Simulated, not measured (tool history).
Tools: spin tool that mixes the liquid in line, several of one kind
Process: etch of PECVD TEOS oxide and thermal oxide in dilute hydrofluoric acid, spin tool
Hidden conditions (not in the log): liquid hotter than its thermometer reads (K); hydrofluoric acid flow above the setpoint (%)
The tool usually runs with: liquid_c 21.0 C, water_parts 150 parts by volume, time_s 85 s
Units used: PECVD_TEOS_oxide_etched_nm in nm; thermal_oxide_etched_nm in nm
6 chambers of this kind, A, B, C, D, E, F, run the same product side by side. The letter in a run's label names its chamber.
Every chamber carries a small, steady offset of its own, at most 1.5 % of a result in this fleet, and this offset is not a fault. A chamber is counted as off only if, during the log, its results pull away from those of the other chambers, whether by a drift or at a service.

| run | hour | liquid_c | water_parts | time_s | hours since the thermometer was replaced | hours since the hydrofluoric acid flow meter was replaced | read-back film thickness of the PECVD TEOS oxide reference wafer, read on the same gauge (nm) | read-back film thickness of the thermal oxide reference wafer, read on the same gauge (nm) | PECVD_TEOS_oxide_etched_nm | thermal_oxide_etched_nm |
|---|---|---|---|---|---|---|---|---|---|---|
| 1F | 4.9 | 21.0 | 150 | 85 | 867.2 | 703.8 | 50.002 | 100.000 | 4.1472 | 2.2542 |
| 2A | 7.7 | 21.0 | 150 | 85 | 1039.8 | 2384.2 | 49.999 | 100.000 | 4.1144 | 2.2685 |
| 3B | 12.5 | 21.0 | 150 | 85 | 1906.0 | 693.9 | 49.980 | 99.955 | 4.0720 | 2.2045 |
| 4C | 16.9 | 21.0 | 150 | 85 | 144.6 | 24.0 | 49.989 | 100.000 | 4.1349 | 2.2008 |
| 5E | 22.9 | 21.0 | 150 | 85 | 1981.0 | 648.5 | 49.994 | 100.010 | 4.0830 | 2.2787 |
| 6D | 27.3 | 21.0 | 150 | 110 | 830.8 | 1112.7 | 49.993 | 99.992 | 5.2954 | 2.8959 |
| 7A | 31.9 | 21.0 | 150 | 110 | 1064.0 | 2408.4 | 49.975 | 100.010 | 5.3098 | 2.8614 |
| 8E | 34.9 | 21.0 | 150 | 110 | 1993.0 | 660.5 | 49.973 | 99.990 | 5.3153 | 2.9368 |
| 9D | 39.2 | 21.0 | 150 | 110 | 842.7 | 1124.6 | 49.969 | 99.988 | 5.3089 | 2.9227 |
| 10B | 42.0 | 21.0 | 150 | 110 | 1935.5 | 723.4 | 49.997 | 100.040 | 5.3414 | 2.8481 |
| 11C | 47.9 | 21.0 | 150 | 110 | 175.6 | 55.0 | 49.990 | 100.060 | 5.3627 | 2.9086 |
| 12F | 53.3 | 21.0 | 150 | 85 | 915.6 | 752.2 | 50.049 | 100.050 | 4.1013 | 2.2089 |
| 13E | 57.9 | 21.0 | 150 | 85 | 2016.0 | 683.5 | 50.018 | 100.020 | 4.1142 | 2.2311 |
| 14D | 62.8 | 21.0 | 150 | 85 | 866.3 | 1148.2 | 50.031 | 99.972 | 4.1029 | 2.2381 |
| 15F | 65.8 | 21.0 | 150 | 85 | 928.1 | 764.7 | 49.986 | 100.020 | 4.0928 | 2.2517 |
| 16B | 72.0 | 21.0 | 150 | 85 | 1965.5 | 753.4 | 50.012 | 100.030 | 4.0974 | 2.2061 |
| 17C | 76.2 | 19.0 | 220 | 85 | 203.9 | 83.3 | 49.981 | 100.030 | 2.3736 | 1.3245 |
| 18A | 80.9 | 19.0 | 220 | 85 | 1113.0 | 2457.4 | 50.026 | 99.982 | 2.3743 | 1.3183 |
| 19C | 85.5 | 19.0 | 220 | 85 | 213.2 | 92.6 | 50.005 | 99.956 | 2.3774 | 1.3015 |
| 20B | 90.0 | 19.0 | 220 | 85 | 1983.5 | 771.4 | 50.005 | 100.040 | 2.4309 | 1.2884 |
| 21F | 93.7 | 19.0 | 220 | 85 | 956.0 | 792.6 | 49.947 | 99.955 | 2.5142 | 1.3896 |
| 22D | 99.5 | 19.0 | 220 | 85 | 903.0 | 1184.9 | 49.941 | 100.010 | 2.3931 | 1.3192 |
|  | 102.0 | chamber A: hydrofluoric acid flow meter replaced |
| 23E | 105.2 | 21.0 | 150 | 85 | 2063.3 | 730.8 | 50.038 | 100.010 | 4.0495 | 2.2307 |
| 24A | 111.1 | 21.0 | 150 | 85 | 1143.2 | 9.1 | 50.021 | 100.000 | 4.1761 | 2.2129 |
| 25D | 115.0 | 21.0 | 150 | 85 | 918.5 | 1200.4 | 49.989 | 99.969 | 4.0992 | 2.2308 |
| 26F | 119.2 | 21.0 | 150 | 85 | 981.5 | 818.1 | 50.011 | 100.010 | 4.2754 | 2.3374 |
| 27E | 124.6 | 21.0 | 150 | 85 | 2082.7 | 750.2 | 49.992 | 99.989 | 4.1186 | 2.3058 |
| 28A | 128.7 | 21.0 | 150 | 85 | 1160.8 | 26.7 | 50.015 | 99.993 | 4.1277 | 2.2342 |
| 29C | 134.5 | 21.0 | 150 | 85 | 262.2 | 141.6 | 49.985 | 99.992 | 4.0884 | 2.1823 |
| 30B | 137.3 | 21.0 | 150 | 85 | 2030.8 | 818.7 | 49.961 | 99.989 | 4.1696 | 2.2745 |
| 31B | 143.4 | 21.0 | 150 | 85 | 2036.9 | 824.8 | 49.983 | 100.020 | 4.0603 | 2.2352 |
| 32E | 147.1 | 21.0 | 150 | 85 | 2105.2 | 772.7 | 49.978 | 100.010 | 4.1045 | 2.3120 |
| 33C | 151.8 | 18.5 | 115 | 85 | 279.5 | 158.9 | 49.980 | 99.982 | 5.0802 | 2.7562 |
| 34D | 155.9 | 18.5 | 115 | 85 | 959.4 | 1241.3 | 49.977 | 99.979 | 5.0367 | 2.7883 |
| 35A | 160.6 | 18.5 | 115 | 85 | 1192.7 | 58.6 | 50.014 | 99.989 | 4.9513 | 2.6809 |
| 36F | 166.6 | 18.5 | 115 | 85 | 1028.9 | 865.5 | 50.021 | 100.010 | 5.4289 | 3.0099 |
| 37F | 172.4 | 18.5 | 115 | 85 | 1034.7 | 871.3 | 50.018 | 99.985 | 5.3488 | 2.9423 |
|  | 176.1 | chamber E: thermometer replaced |
| 38A | 176.2 | 18.5 | 115 | 85 | 1208.3 | 74.2 | 49.997 | 100.010 | 4.8907 | 2.7389 |
| 39E | 181.9 | 21.0 | 150 | 85 | 5.8 | 807.5 | 50.023 | 100.020 | 4.1153 | 2.2518 |

Has any chamber moved away from the others, gradually or after a service, or does the common gauge drift, or do the chambers differ only by their own small steady offsets? State the chamber and the most likely cause if one applies.

It is chamber F that slowly wanders off from its peers.
Likeliest cause: hydrofluoric acid flow above the setpoint (%) = 8.31.
With only this log, it may be confused with: liquid hotter than its thermometer reads (K).

Here are 4 candidates for chamber F's next run, each the usual settings with a change, their results left as question marks. Which one brings its results back in line with what the others give on the usual settings?
Counts as in line when no further than this from what the other chambers average on the usual settings: PECVD_TEOS_oxide_etched_nm 0.1400 nm; thermal_oxide_etched_nm 0.0880 nm
| 40F-1 | 186.4 | 21.0 | 145 | 85 |  |  |  |  | ? | ? |
| 40F-2 | 186.4 | 21.0 | 155 | 85 |  |  |  |  | ? | ? |
| 40F-3 | 186.4 | 21.0 | 145 | 90 |  |  |  |  | ? | ? |
| 40F-4 | 186.4 | 21.0 | 155 | 80 |  |  |  |  | ? | ? |

Other chambers, usual settings, mean: PECVD_TEOS_oxide_etched_nm 4.0877 nm; thermal_oxide_etched_nm 2.2342 nm
| run | PECVD_TEOS_oxide_etched_nm | thermal_oxide_etched_nm |
|---|---|---|
| 40F-1 | 4.6124 | 2.5501 |
| 40F-2 | 4.2770 | 2.3646 |
| 40F-3 | 4.8837 | 2.7001 |
| 40F-4 | 4.0254 | 2.2255 |
Change 40F-4 lands the chamber within the allowed miss of the other chambers.

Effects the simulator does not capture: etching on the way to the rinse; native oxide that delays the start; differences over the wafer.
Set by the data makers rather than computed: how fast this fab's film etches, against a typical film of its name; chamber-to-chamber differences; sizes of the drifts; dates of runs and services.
